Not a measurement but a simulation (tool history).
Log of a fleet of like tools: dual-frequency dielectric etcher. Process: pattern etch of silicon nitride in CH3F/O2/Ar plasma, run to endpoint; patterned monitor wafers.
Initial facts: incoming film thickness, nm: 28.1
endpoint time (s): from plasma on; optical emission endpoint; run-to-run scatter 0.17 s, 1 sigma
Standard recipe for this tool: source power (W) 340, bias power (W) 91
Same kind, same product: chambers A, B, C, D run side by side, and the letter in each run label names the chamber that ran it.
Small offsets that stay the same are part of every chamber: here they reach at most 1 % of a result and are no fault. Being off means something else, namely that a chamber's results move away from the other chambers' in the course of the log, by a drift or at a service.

run     day  source power (W)  bias power (W)  hours since the last wet clean  hours since the last source power generator calibration  hours since the last bias power generator calibration  endpoint time (s)
 1B   0.496               340              91                           247.0                                                   1360.2                                                  797.9             39.902
 2C   1.146               340              91                           146.0                                                    773.4                                                 2882.1             39.307
 3D   1.758               340              91                            45.8                                                    580.0                                                  128.8             39.415
 4A   2.200               340              91                           181.7                                                   2323.9                                                  445.4             39.754
 5D   2.642               340              91                            67.0                                                    601.2                                                  150.0             39.518
 6B   3.250               340              91                           313.1                                                   1426.3                                                  864.0             39.595
 7A   3.808               340              74                           220.3                                                   2362.5                                                  484.0             42.391
 8C   4.267               340              74                           220.9                                                    848.3                                                 2957.0             42.536
 9C   4.762               340              74                           232.8                                                    860.2                                                 2968.9             42.140
10A   5.112               340              74                           251.6                                                   2393.8                                                  515.3             42.838
11B   5.725               340              91                           372.5                                                   1485.7                                                  923.4             39.912
12D   6.383               340              91                           156.8                                                    691.0                                                  239.8             39.532
13D   6.967               340              91                           170.8                                                    705.0                                                  253.8             39.548
14B   7.425               340              91                           413.3                                                   1526.5                                                  964.2             39.818
      7.621  -- chamber B: wet clean of the chamber
15A   8.104               340              91                           323.4                                                   2465.6                                                  587.1             39.418
16C   8.596               340              91                           324.8                                                    952.2                                                 3060.9             39.211
17C   9.038               340              79                           335.4                                                    962.8                                                 3071.5             40.743
18B   9.475               340              79                            44.6                                                   1575.7                                                 1013.4             41.614
19D  10.067               340              79                           245.2                                                    779.4                                                  328.2             41.489
20A  10.454               340              79                           379.8                                                   2522.0                                                  643.5             41.625
21B  10.962               340              91                            80.3                                                   1611.4                                                 1049.1             39.879
22A  11.521               340              91                           405.4                                                   2547.6                                                  669.1             39.630
23D  12.183               340              91                           296.0                                                    830.2                                                  379.0             39.667
24C  12.642               340              91                           421.9                                                   1049.3                                                 3158.0             38.454
25A  12.971               340              91                           440.2                                                   2582.4                                                  703.9             39.693
26C  13.504               340              81                           442.6                                                   1070.0                                                 3178.7             40.003
27D  13.962               340              81                           338.7                                                    872.9                                                  421.7             40.980
28B  14.383               340              81                           162.4                                                   1693.5                                                 1131.2             41.439
29D  14.829               340              81                           359.5                                                    893.7                                                  442.5             40.986
30A  15.304               340              91                           496.2                                                   2638.4                                                  759.9             39.797
31C  15.979               340              91                           502.0                                                   1129.4                                                 3238.1             38.288
32B  16.508               340              91                           213.4                                                   1744.5                                                 1182.2             39.661
33D  16.954               340              91                           410.5                                                    944.7                                                  493.5             39.401
34C  17.300               340              91                           533.7                                                   1161.1                                                 3269.8             37.943
35A  17.696               340              91                           553.6                                                   2695.8                                                  817.3             39.699
36B  18.146               340              91                           252.7                                                   1783.8                                                 1221.5             39.785

Read the log: is a single chamber off, either drifting away or since a service, is the gauge that measures every chamber drifting, or is nothing wrong beyond small per-chamber offsets? Name any odd chamber and what most likely caused it.

One chamber, C, drifts off from the rest bit by bit.
Likeliest cause: etch rate over this chamber's usual, % = 4.16.

Here are 4 candidates for chamber C's next run, each the usual settings with a change, their results left as question marks. Which one brings its results back in line with what the others give on the usual settings?
In line here means within this much of the mean the other chambers give on the usual settings: endpoint time (s) 0.580
37C-1  18.642               360              97                                                                                                                                                                  ?
37C-2  18.642               320              91                                                                                                                                                                  ?
37C-3  18.642               340              80                                                                                                                                                                  ?
37C-4  18.642               340              96                                                                                                                                                                  ?

On the usual settings, the other chambers give on average: endpoint time (s) 39.595
  run  endpoint time (s)
37C-1             36.282
37C-2             38.787
37C-3             39.692
37C-4             37.199
The right change is 37C-3: it brings the chamber back within the allowed miss of the others.
